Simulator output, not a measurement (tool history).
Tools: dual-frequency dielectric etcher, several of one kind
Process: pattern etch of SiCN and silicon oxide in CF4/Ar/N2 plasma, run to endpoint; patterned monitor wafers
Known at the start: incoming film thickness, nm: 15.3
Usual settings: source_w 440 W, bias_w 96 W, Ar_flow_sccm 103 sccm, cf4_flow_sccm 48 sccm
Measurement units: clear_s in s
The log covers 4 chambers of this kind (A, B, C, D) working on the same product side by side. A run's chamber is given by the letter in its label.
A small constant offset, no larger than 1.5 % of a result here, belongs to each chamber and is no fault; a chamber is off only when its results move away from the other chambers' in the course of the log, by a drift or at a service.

run     day  source_w  bias_w  Ar_flow_sccm  cf4_flow_sccm  clear_s
 1D   0.271       440      96           103             48   17.513
 2A   0.667       440      96           103             48   17.117
 3C   1.033       440      96           103             48   17.408
      1.096  -- chamber C: wet clean of the chamber
 4B   1.396       440      96           103             48   17.556
 5B   1.762       440      96           103             48   17.399
 6A   2.058       440      96           103             48   17.266
 7C   2.542       440      96           103             48   17.449
 8D   2.825       440      96           103             48   17.411
 9B   3.142       440      96           103             48   17.573
10A   3.458       440      96           103             48   17.083
11D   3.683       440      96           103             48   17.482
12C   4.025       440      88           103             48   18.008
13A   4.383       440      88           103             48   17.739
14B   4.708       440      88           103             48   18.096
15C   4.942       440      88           103             48   18.019
      5.121  -- chamber A: wet clean of the chamber
16D   5.212       440      96           103             48   17.499
17B   5.662       440      96           103             48   17.504
      5.704  -- chamber C: source power generator calibrated
18A   5.942       440      96           103             48   17.213
19D   6.404       440      96           103             48   17.395
20C   6.892       440      96           103             48   18.078
21C   7.129       440      96           103             48   18.174
22B    7.35       440      74           103             48   19.329
23A   7.608       440      74           103             48   19.083
24D   7.867       440      74           103             48   19.137
25A   8.233       440      74           103             48   18.985
26D   8.479       440     111           116             48   16.823
27B   8.821       440     111           116             48   16.872
28C   9.042       440     111           116             48   17.449
29A   9.262       440     111           116             48   16.524
30C   9.642       440      96           103             48   18.084
31B  10.129       440      96           103             48   17.523
32D  10.346       440      96           103             48   17.492
33A  10.612       440      96           103             48   17.221
34C   11.05       440      96           103             48   18.189
35B  11.375       440      96           103             48   17.542
36D  11.808       440      96           126             48   17.987
     12.029  -- chamber B: wet clean of the chamber
37B  12.138       440      96           126             48   18.167

Is one chamber off against the others, does the gauge drift, or is nothing wrong? If a chamber is off, say which, and what the likeliest cause is.

A service on chamber C put it out of line with the rest.
Most likely cause: source power that arrives under what is set, % = 4.26.

Here are 4 candidates for chamber C's next run, each the usual settings with a change, their results left as question marks. Which one brings its results back in line with what the others give on the usual settings?
A result is in line if it is within this distance of the other chambers' mean on the usual settings: clear_s 0.2 s
38C-1  12.5       460      96           102             48        ?
38C-2  12.5       440      96           115             48        ?
38C-3  12.5       420      96           104             48        ?
38C-4  12.5       440      96            91             48        ?

Usual-settings mean across the other chambers: clear_s 17.402 s
  run  clear_s
38C-1   17.426
38C-2   18.431
38C-3   18.909
38C-4   17.815
Change 38C-1 lands the chamber within the allowed miss of the other chambers.
